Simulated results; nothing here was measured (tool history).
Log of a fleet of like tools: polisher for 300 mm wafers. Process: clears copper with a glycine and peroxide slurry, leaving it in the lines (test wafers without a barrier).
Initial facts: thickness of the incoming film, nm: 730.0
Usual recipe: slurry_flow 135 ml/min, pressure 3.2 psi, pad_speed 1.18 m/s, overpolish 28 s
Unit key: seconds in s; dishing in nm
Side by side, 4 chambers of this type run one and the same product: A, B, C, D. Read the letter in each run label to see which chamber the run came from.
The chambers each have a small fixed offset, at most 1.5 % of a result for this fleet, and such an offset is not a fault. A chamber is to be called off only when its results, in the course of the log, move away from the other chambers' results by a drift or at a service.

-- day=0.254 chamber D: worn pad replaced by a new one
run 1D day=0.358 | slurry_flow=135 pressure=3.2 pad_speed=1.18 overpolish=28 | seconds=109.15 dishing=101.35
run 2C day=0.908 | slurry_flow=135 pressure=3.2 pad_speed=1.18 overpolish=28 | seconds=111.6 dishing=102.93
run 3B day=1.442 | slurry_flow=135 pressure=3.2 pad_speed=1.18 overpolish=28 | seconds=110.12 dishing=100.49
-- day=1.554 chamber C: slurry nozzle cleaned
-- day=1.912 chamber B: slurry nozzle cleaned
run 4A day=1.971 | slurry_flow=135 pressure=3.2 pad_speed=1.18 overpolish=28 | seconds=112.47 dishing=97.425
run 5A day=2.496 | slurry_flow=135 pressure=3.2 pad_speed=1.18 overpolish=28 | seconds=109.98 dishing=97.35
-- day=2.646 chamber C: worn pad replaced by a new one
run 6B day=2.908 | slurry_flow=135 pressure=2.2 pad_speed=0.9 overpolish=28 | seconds=185.51 dishing=70.009
run 7C day=3.433 | slurry_flow=135 pressure=2.2 pad_speed=0.9 overpolish=28 | seconds=187.59 dishing=68.67
run 8D day=3.762 | slurry_flow=135 pressure=2.2 pad_speed=0.9 overpolish=28 | seconds=184.18 dishing=70.145
run 9B day=4.338 | slurry_flow=135 pressure=2.2 pad_speed=0.9 overpolish=28 | seconds=188.87 dishing=68.531
-- day=4.442 chamber A: slurry nozzle cleaned
-- day=4.608 chamber A: worn pad replaced by a new one
run 10C day=4.796 | slurry_flow=170 pressure=3.2 pad_speed=1.18 overpolish=16 | seconds=107.76 dishing=69.66
run 11D day=5.158 | slurry_flow=170 pressure=3.2 pad_speed=1.18 overpolish=16 | seconds=105.64 dishing=70.215
run 12A day=5.717 | slurry_flow=170 pressure=3.2 pad_speed=1.18 overpolish=16 | seconds=106.38 dishing=69.668
-- day=6.038 chamber B: worn pad replaced by a new one
run 13C day=6.046 | slurry_flow=170 pressure=3.2 pad_speed=1.18 overpolish=16 | seconds=107.44 dishing=68.862
run 14D day=6.508 | slurry_flow=135 pressure=3.2 pad_speed=1.18 overpolish=28 | seconds=110.98 dishing=101.97
-- day=6.683 chamber D: worn pad replaced by a new one
run 15A day=6.829 | slurry_flow=135 pressure=3.2 pad_speed=1.18 overpolish=28 | seconds=113.14 dishing=97.724
run 16B day=7.429 | slurry_flow=135 pressure=3.2 pad_speed=1.18 overpolish=28 | seconds=110.27 dishing=100.09
run 17B day=7.754 | slurry_flow=135 pressure=3.2 pad_speed=1.18 overpolish=28 | seconds=112.17 dishing=100.77
run 18D day=8.192 | slurry_flow=135 pressure=3.2 pad_speed=1.18 overpolish=28 | seconds=112.01 dishing=102.85
run 19A day=8.612 | slurry_flow=135 pressure=3.2 pad_speed=1.18 overpolish=28 | seconds=109.58 dishing=99.856
run 20C day=9.146 | slurry_flow=135 pressure=3.2 pad_speed=1.18 overpolish=28 | seconds=113.02 dishing=102.25
run 21C day=9.65 | slurry_flow=135 pressure=3.2 pad_speed=1.18 overpolish=28 | seconds=114.63 dishing=99.53
-- day=9.783 chamber C: worn pad replaced by a new one
-- day=9.879 chamber A: worn pad replaced by a new one
run 22B day=9.979 | slurry_flow=135 pressure=3.2 pad_speed=1.18 overpolish=28 | seconds=110.67 dishing=100.16
run 23A day=10.442 | slurry_flow=135 pressure=3.2 pad_speed=1.18 overpolish=28 | seconds=110.28 dishing=100.49
run 24D day=10.979 | slurry_flow=135 pressure=3.2 pad_speed=1.18 overpolish=28 | seconds=110.56 dishing=100.65
run 25C day=11.4 | slurry_flow=135 pressure=4 pad_speed=1.18 overpolish=12 | seconds=92.399 dishing=64.303
-- day=11.538 chamber B: worn pad replaced by a new one
run 26A day=11.871 | slurry_flow=135 pressure=4 pad_speed=1.18 overpolish=12 | seconds=89.44 dishing=63.285
run 27B day=12.312 | slurry_flow=135 pressure=4 pad_speed=1.18 overpolish=12 | seconds=90.745 dishing=63.049
run 28D day=12.654 | slurry_flow=135 pressure=4 pad_speed=1.18 overpolish=12 | seconds=90.367 dishing=61.148
-- day=12.854 chamber D: worn pad replaced by a new one
run 29D day=13.242 | slurry_flow=165 pressure=3.2 pad_speed=1.18 overpolish=42 | seconds=108.07 dishing=127.1
run 30C day=13.604 | slurry_flow=165 pressure=3.2 pad_speed=1.18 overpolish=42 | seconds=107.2 dishing=130.21
run 31B day=13.942 | slurry_flow=165 pressure=3.2 pad_speed=1.18 overpolish=42 | seconds=105.86 dishing=129.18
-- day=14.25 chamber D: slurry nozzle cleaned
run 32A day=14.508 | slurry_flow=165 pressure=3.2 pad_speed=1.18 overpolish=42 | seconds=106.52 dishing=128.05
run 33D day=14.871 | slurry_flow=135 pressure=3.2 pad_speed=1.18 overpolish=28 | seconds=111.81 dishing=99.336
-- day=14.983 chamber A: worn pad replaced by a new one
run 34B day=15.471 | slurry_flow=135 pressure=2.4 pad_speed=1.18 overpolish=28 | seconds=139.36 dishing=83.517
-- day=15.767 chamber A: head pressure recalibrated
run 35A day=15.921 | slurry_flow=135 pressure=2.4 pad_speed=1.18 overpolish=28 | seconds=141.7 dishing=83.81
run 36C day=16.458 | slurry_flow=135 pressure=2.4 pad_speed=1.18 overpolish=28 | seconds=138.88 dishing=84.202
-- day=16.721 chamber C: worn pad replaced by a new one
run 37C day=16.729 | slurry_flow=135 pressure=2.4 pad_speed=1.18 overpolish=28 | seconds=143.18 dishing=83.813
run 38A day=17.3 | slurry_flow=135 pressure=3.2 pad_speed=1.18 overpolish=28 | seconds=112.5 dishing=102.18
-- day=17.521 chamber B: worn pad replaced by a new one
run 39D day=17.692 | slurry_flow=135 pressure=3.2 pad_speed=1.18 overpolish=28 | seconds=110.03 dishing=103.49
run 40B day=17.979 | slurry_flow=135 pressure=3.2 pad_speed=1.18 overpolish=28 | seconds=111.11 dishing=100.48
-- day=18.317 chamber A: slurry nozzle cleaned
run 41D day=18.325 | slurry_flow=135 pressure=3.2 pad_speed=1.18 overpolish=28 | seconds=110.54 dishing=102.42
run 42A day=18.729 | slurry_flow=135 pressure=3.2 pad_speed=1.18 overpolish=28 | seconds=112.89 dishing=99.526
run 43B day=19.138 | slurry_flow=135 pressure=3.2 pad_speed=1.18 overpolish=28 | seconds=113.5 dishing=98.774
-- day=19.142 chamber C: head pressure recalibrated
run 44C day=19.746 | slurry_flow=105 pressure=2.3 pad_speed=1.18 overpolish=28 | seconds=154.78 dishing=78.381

Each of the 4 chambers runs these same settings next. Fill in every chamber's results:
run 45A day=20.192 | slurry_flow=135 pressure=3.2 pad_speed=1.18 overpolish=28 | seconds=? dishing=?
run 45B day=20.192 | slurry_flow=135 pressure=3.2 pad_speed=1.18 overpolish=28 | seconds=? dishing=?
run 45C day=20.192 | slurry_flow=135 pressure=3.2 pad_speed=1.18 overpolish=28 | seconds=? dishing=?
run 45D day=20.192 | slurry_flow=135 pressure=3.2 pad_speed=1.18 overpolish=28 | seconds=? dishing=?

run=45A seconds=112.83 dishing=99.514
run=45B seconds=113.1 dishing=97.604
run=45C seconds=110.79 dishing=99.453
run=45D seconds=109.95 dishing=102.32
